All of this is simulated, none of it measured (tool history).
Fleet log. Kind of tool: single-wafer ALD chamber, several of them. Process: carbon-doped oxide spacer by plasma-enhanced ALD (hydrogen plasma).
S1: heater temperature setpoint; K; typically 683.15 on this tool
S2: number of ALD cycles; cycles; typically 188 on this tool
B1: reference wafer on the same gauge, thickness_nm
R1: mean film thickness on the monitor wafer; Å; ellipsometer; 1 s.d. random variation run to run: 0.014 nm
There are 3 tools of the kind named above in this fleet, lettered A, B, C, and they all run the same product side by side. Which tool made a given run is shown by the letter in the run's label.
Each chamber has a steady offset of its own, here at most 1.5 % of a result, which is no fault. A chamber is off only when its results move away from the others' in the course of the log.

Run 1C, hour 4.3: usual settings; B1 10.783. Result: R1 90.884 Å.
Run 2A, hour 8.5: usual settings; B1 10.786. Result: R1 90.3 Å.
Run 3B, hour 13.7: usual settings; B1 10.788. Result: R1 90.897 Å.
Run 4A, hour 17.5: usual settings; B1 10.786. Result: R1 90.117 Å.
Run 5C, hour 21.3: usual settings; B1 10.791. Result: R1 90.969 Å.
Run 6B, hour 26.2: usual settings; B1 10.794. Result: R1 90.885 Å.
Run 7C, hour 31.6: usual settings; B1 10.791. Result: R1 90.768 Å.
Run 8B, hour 35.9: usual settings; B1 10.793. Result: R1 90.965 Å.
Run 9A, hour 38.5: usual settings; B1 10.792. Result: R1 90.349 Å.
Run 10B, hour 42.7: usual settings; B1 10.796. Result: R1 91.215 Å.
Run 11C, hour 47.4: usual settings; B1 10.803. Result: R1 90.922 Å.
Run 12A, hour 51.5: usual settings but S2 170 cycles; B1 10.799. Result: R1 81.595 Å.
Run 13B, hour 55: usual settings but S2 170 cycles; B1 10.803. Result: R1 82.351 Å.
Run 14A, hour 59.7: usual settings but S2 170 cycles; B1 10.801. Result: R1 81.862 Å.
Run 15C, hour 63.6: usual settings; B1 10.806. Result: R1 91 Å.
Run 16B, hour 67.2: usual settings; B1 10.808. Result: R1 91.353 Å.
Run 17A, hour 70.4: usual settings; B1 10.806. Result: R1 90.344 Å.
Run 18C, hour 74.5: usual settings; B1 10.813. Result: R1 91.228 Å.
Run 19B, hour 79.1: usual settings; B1 10.806. Result: R1 91.052 Å.
Run 20A, hour 83: usual settings but S1 689.15 K, S2 217 cycles; B1 10.813. Result: R1 102.31 Å.
Run 21C, hour 88.3: usual settings but S1 689.15 K, S2 217 cycles; B1 10.814. Result: R1 102.92 Å.
Run 22A, hour 91.1: usual settings but S1 689.15 K, S2 217 cycles; B1 10.82. Result: R1 102.29 Å.
Run 23B, hour 95.8: usual settings; B1 10.814. Result: R1 91.056 Å.
Run 24C, hour 99.3: usual settings but S1 676.15 K; B1 10.812. Result: R1 93.069 Å.
Run 25A, hour 102.5: usual settings but S1 676.15 K; B1 10.819. Result: R1 92.427 Å.
Run 26C, hour 106: usual settings but S1 676.15 K; B1 10.823. Result: R1 93.142 Å.
Run 27B, hour 108.5: usual settings; B1 10.82. Result: R1 91.03 Å.
Run 28C, hour 113.1: usual settings; B1 10.822. Result: R1 91.317 Å.
Run 29A, hour 117.7: usual settings; B1 10.826. Result: R1 90.521 Å.
At hour 120.5: chamber B: thermocouple changed; heater temperature recalibrated.
Run 30B, hour 122.1: usual settings but S2 217 cycles; B1 10.825. Result: R1 105.24 Å.
Run 31C, hour 126.4: usual settings but S2 217 cycles; B1 10.831. Result: R1 105.34 Å.
Run 32A, hour 131.8: usual settings but S2 217 cycles; B1 10.829. Result: R1 104.62 Å.
Run 33B, hour 135.3: usual settings; B1 10.836. Result: R1 91.315 Å.
Run 34B, hour 138.1: usual settings; B1 10.837. Result: R1 91.259 Å.
Run 35C, hour 143.1: usual settings; B1 10.836. Result: R1 91.709 Å.
Run 36A, hour 146.3: usual settings; B1 10.837. Result: R1 90.711 Å.
Run 37A, hour 151.2: usual settings but S1 697.15 K, S2 171 cycles; B1 10.837. Result: R1 78.855 Å.
Run 38C, hour 156.2: usual settings but S1 697.15 K, S2 171 cycles; B1 10.843. Result: R1 79.663 Å.
Run 39B, hour 159.1: usual settings but S1 697.15 K, S2 171 cycles; B1 10.84. Result: R1 79.541 Å.
Run 40C, hour 161.5: usual settings; B1 10.838. Result: R1 91.094 Å.
Run 41B, hour 164.9: usual settings; B1 10.846. Result: R1 91.158 Å.
Run 42A, hour 169.7: usual settings; B1 10.845. Result: R1 90.48 Å.
Run 43C, hour 173.2: usual settings; B1 10.844. Result: R1 91.363 Å.

What goes on in this fleet: one chamber off, a drifting gauge, or nothing beyond the chambers' own small offsets? Name the chamber and the cause, if any.

It is the gauge, not a chamber: its drift shows up in every chamber's results at once, and no chamber is off.
Likeliest cause: gauge reads high (%) = 0.632.

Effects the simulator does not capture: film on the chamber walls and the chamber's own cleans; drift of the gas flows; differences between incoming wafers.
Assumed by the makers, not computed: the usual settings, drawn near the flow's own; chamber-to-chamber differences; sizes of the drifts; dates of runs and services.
